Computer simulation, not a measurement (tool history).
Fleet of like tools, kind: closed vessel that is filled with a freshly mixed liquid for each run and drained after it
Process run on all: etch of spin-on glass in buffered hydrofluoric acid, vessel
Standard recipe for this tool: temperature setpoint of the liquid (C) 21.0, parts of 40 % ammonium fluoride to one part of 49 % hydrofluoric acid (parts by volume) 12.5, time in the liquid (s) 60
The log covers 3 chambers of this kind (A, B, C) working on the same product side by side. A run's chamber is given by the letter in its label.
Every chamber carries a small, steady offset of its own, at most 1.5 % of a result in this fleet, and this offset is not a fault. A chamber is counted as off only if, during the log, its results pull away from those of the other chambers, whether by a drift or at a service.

run,hour,temperature setpoint of the liquid (C),parts of 40 % ammonium fluoride to one part of 49 % hydrofluoric acid (parts by volume),time in the liquid (s),hours since the thermometer was replaced,hours since the hydrofluoric acid flow meter was replaced,"read-back film thickness of the spin-on glass reference wafer, read on the same gauge (nm)",thickness taken off the spin-on glass on a monitor wafer (angstrom)
1A,4.1,21.0,12.5,60,210.8,304.5,59.997,1039.90
2C,8.6,21.0,12.5,60,303.7,148.9,59.998,1021.40
3B,14.0,21.0,12.5,60,395.5,398.3,60.016,1015.20
4C,19.3,21.0,12.5,60,314.4,159.6,60.017,1031.70
5A,24.6,21.0,12.5,60,231.3,325.0,59.973,1038.10
6B,27.1,21.0,12.5,60,408.6,411.4,59.999,1011.60
7B,30.4,21.0,16.0,35,411.9,414.7,60.026,462.35
8C,35.2,21.0,16.0,35,330.3,175.5,59.992,468.83
9A,38.4,21.0,16.0,35,245.1,338.8,60.040,472.12
10B,43.6,21.0,12.5,60,425.1,427.9,60.004,1022.20
11A,46.4,21.0,12.5,60,253.1,346.8,60.012,1031.00
12C,49.4,21.0,12.5,90,344.5,189.7,59.979,1509.80
13A,53.0,21.0,12.5,90,259.7,353.4,59.998,1543.50
14B,56.1,21.0,12.5,90,437.6,440.4,59.981,1514.60
15C,61.2,19.5,12.5,60,356.3,201.5,59.980,937.49
16B,63.7,19.5,12.5,60,445.2,448.0,60.003,935.37
17C,66.8,19.5,12.5,60,361.9,207.1,59.989,932.30
18A,71.8,21.0,11.0,80,278.5,372.2,59.992,1595.20
19B,77.1,21.0,11.0,80,458.6,461.4,60.009,1548.70
20A,81.0,21.0,11.0,80,287.7,381.4,59.994,1584.80
21C,84.5,21.0,12.5,60,379.6,224.8,60.005,1013.20
22B,88.9,21.0,17.0,60,470.4,473.2,60.005,748.89
23A,91.3,21.0,17.0,60,298.0,391.7,59.991,787.72
24C,95.4,21.0,17.0,60,390.5,235.7,59.997,754.78
25C,100.8,21.0,12.5,60,395.9,241.1,60.017,1025.30
26B,103.9,21.0,11.0,60,485.4,488.2,59.998,1154.20
27A,108.3,21.0,11.0,60,315.0,408.7,60.019,1231.30
28B,110.9,21.0,11.0,60,492.4,495.2,60.028,1142.70
29A,113.6,21.0,12.5,60,320.3,414.0,60.019,1093.50
30C,116.7,21.0,12.5,60,411.8,257.0,60.018,1019.90
31B,121.5,21.0,12.5,60,503.0,505.8,59.962,1024.30
32C,124.1,21.0,12.5,60,419.2,264.4,59.999,1011.40
33A,128.0,21.0,12.5,60,334.7,428.4,59.991,1102.40
34C,133.3,21.0,12.5,60,428.4,273.6,60.009,1014.50
35B,136.9,21.0,12.5,60,518.4,521.2,59.999,1015.70
36A,141.1,21.0,12.5,60,347.8,441.5,59.993,1118.00
37C,144.2,21.0,12.5,60,439.3,284.5,59.966,1007.10
38B,149.5,21.0,12.5,60,531.0,533.8,60.027,1011.80
39A,153.1,21.0,12.5,60,359.8,453.5,59.981,1119.20

Has any chamber moved away from the others, gradually or after a service, or does the common gauge drift, or do the chambers differ only by their own small steady offsets? State the chamber and the most likely cause if one applies.

Chamber A drifts away from the others.
Most likely cause: liquid hotter than its thermometer reads (K) = 1.67.
The log might look much the same if the cause were instead: hydrofluoric acid flow above the setpoint (%).

Chamber A could run next with any of the 4 candidate recipes listed below; each alters the usual settings, and their results appear as question marks. Which one brings its results back in line with what the other chambers deliver on the usual settings?
In line here means within this much of the mean the other chambers give on the usual settings: thickness taken off the spin-on glass on a monitor wafer (angstrom) 27.00
40A-1,157.0,21.5,11.5,60,,,,?
40A-2,157.0,20.5,12.5,55,,,,?
40A-3,157.0,22.0,12.5,60,,,,?
40A-4,157.0,20.5,13.0,60,,,,?

On the usual settings, the other chambers give on average: thickness taken off the spin-on glass on a monitor wafer (angstrom) 1018.70
run,thickness taken off the spin-on glass on a monitor wafer (angstrom)
40A-1,1272.50
40A-2,1017.50
40A-3,1204.70
40A-4,1068.00
Change 40A-2 lands the chamber within the allowed miss of the other chambers.
